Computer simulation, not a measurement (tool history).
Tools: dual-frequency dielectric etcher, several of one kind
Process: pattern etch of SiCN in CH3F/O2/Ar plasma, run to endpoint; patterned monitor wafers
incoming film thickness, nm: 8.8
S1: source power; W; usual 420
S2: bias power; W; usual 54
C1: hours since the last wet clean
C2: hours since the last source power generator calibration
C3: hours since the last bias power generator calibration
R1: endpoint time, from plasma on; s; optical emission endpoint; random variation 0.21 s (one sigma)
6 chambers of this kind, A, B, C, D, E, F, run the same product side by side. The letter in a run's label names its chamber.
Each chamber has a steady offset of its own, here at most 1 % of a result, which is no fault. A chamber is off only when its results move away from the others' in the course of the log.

run 1A hour=6.3 | S1=420 S2=54 | C1=30.6 C2=2088.3 C3=194.3 | R1=25.529
run 2B hour=11.4 | S1=420 S2=54 | C1=365.3 C2=527.7 C3=2519.5 | R1=25.669
run 3E hour=17.8 | S1=420 S2=54 | C1=570.1 C2=650.8 C3=3314.7 | R1=25.77
run 4F hour=21.8 | S1=420 S2=54 | C1=100 C2=100.3 C3=976.4 | R1=25.335
run 5D hour=27.1 | S1=370 S2=54 | C1=301.5 C2=1173.4 C3=4235.9 | R1=26.356
run 6C hour=32.8 | S1=370 S2=54 | C1=244.4 C2=2149.4 C3=558 | R1=26.839
run 7C hour=38 | S1=370 S2=54 | C1=249.6 C2=2154.6 C3=563.2 | R1=26.504
-- hour=40.1 chamber E: wet clean of the chamber
run 8D hour=45.3 | S1=370 S2=54 | C1=319.7 C2=1191.6 C3=4254.1 | R1=26.538
run 9A hour=53 | S1=370 S2=54 | C1=77.3 C2=2135 C3=241 | R1=26.822
-- hour=54.1 chamber B: wet clean of the chamber
run 10B hour=59.7 | S1=370 S2=54 | C1=5.7 C2=576 C3=2567.8 | R1=26.62
run 11E hour=64.3 | S1=420 S2=54 | C1=24.2 C2=697.3 C3=3361.2 | R1=25.276
run 12F hour=71.1 | S1=420 S2=54 | C1=149.3 C2=149.6 C3=1025.7 | R1=25.465
run 13B hour=77 | S1=420 S2=54 | C1=23 C2=593.3 C3=2585.1 | R1=25.708
run 14E hour=84.4 | S1=420 S2=54 | C1=44.3 C2=717.4 C3=3381.3 | R1=25.643
run 15D hour=92.1 | S1=340 S2=48 | C1=366.5 C2=1238.4 C3=4300.9 | R1=28.395
run 16A hour=97.2 | S1=340 S2=48 | C1=121.5 C2=2179.2 C3=285.2 | R1=28.672
run 17C hour=102.7 | S1=340 S2=48 | C1=314.3 C2=2219.3 C3=627.9 | R1=28.903
run 18F hour=107.9 | S1=340 S2=48 | C1=186.1 C2=186.4 C3=1062.5 | R1=28.984
run 19F hour=112.8 | S1=340 S2=48 | C1=191 C2=191.3 C3=1067.4 | R1=28.666
run 20C hour=120 | S1=340 S2=48 | C1=331.6 C2=2236.6 C3=645.2 | R1=28.222
run 21A hour=125.5 | S1=370 S2=67 | C1=149.8 C2=2207.5 C3=313.5 | R1=24.974
run 22B hour=133.4 | S1=370 S2=67 | C1=79.4 C2=649.7 C3=2641.5 | R1=24.916
run 23E hour=138.1 | S1=370 S2=67 | C1=98 C2=771.1 C3=3435 | R1=25.053
run 24D hour=142.2 | S1=370 S2=67 | C1=416.6 C2=1288.5 C3=4351 | R1=24.49
run 25B hour=146.2 | S1=370 S2=67 | C1=92.2 C2=662.5 C3=2654.3 | R1=25.009
run 26A hour=151.2 | S1=370 S2=67 | C1=175.5 C2=2233.2 C3=339.2 | R1=24.452
run 27C hour=155.7 | S1=420 S2=54 | C1=367.3 C2=2272.3 C3=680.9 | R1=25.26
run 28E hour=160.8 | S1=420 S2=54 | C1=120.7 C2=793.8 C3=3457.7 | R1=25.415
-- hour=165.5 chamber D: wet clean of the chamber
run 29F hour=167 | S1=420 S2=54 | C1=245.2 C2=245.5 C3=1121.6 | R1=25.618
run 30D hour=174.6 | S1=420 S2=54 | C1=9.1 C2=1320.9 C3=4383.4 | R1=25.665
run 31E hour=182.5 | S1=420 S2=54 | C1=142.4 C2=815.5 C3=3479.4 | R1=25.639
run 32F hour=186.5 | S1=420 S2=54 | C1=264.7 C2=265 C3=1141.1 | R1=26.025
run 33D hour=194 | S1=420 S2=54 | C1=28.5 C2=1340.3 C3=4402.8 | R1=25.745
run 34C hour=198.5 | S1=420 S2=54 | C1=410.1 C2=2315.1 C3=723.7 | R1=25.495
run 35B hour=205.6 | S1=420 S2=54 | C1=151.6 C2=721.9 C3=2713.7 | R1=25.595
run 36A hour=212.9 | S1=470 S2=54 | C1=237.2 C2=2294.9 C3=400.9 | R1=24.357

Next, every chamber runs the same settings. What will each give?
run 37A hour=218.7 | S1=420 S2=54 | R1=?
run 37B hour=218.7 | S1=420 S2=54 | R1=?
run 37C hour=218.7 | S1=420 S2=54 | R1=?
run 37D hour=218.7 | S1=420 S2=54 | R1=?
run 37E hour=218.7 | S1=420 S2=54 | R1=?
run 37F hour=218.7 | S1=420 S2=54 | R1=?

run=37A R1=25.32
run=37B R1=25.533
run=37C R1=25.096
run=37D R1=25.777
run=37E R1=25.3
run=37F R1=25.985

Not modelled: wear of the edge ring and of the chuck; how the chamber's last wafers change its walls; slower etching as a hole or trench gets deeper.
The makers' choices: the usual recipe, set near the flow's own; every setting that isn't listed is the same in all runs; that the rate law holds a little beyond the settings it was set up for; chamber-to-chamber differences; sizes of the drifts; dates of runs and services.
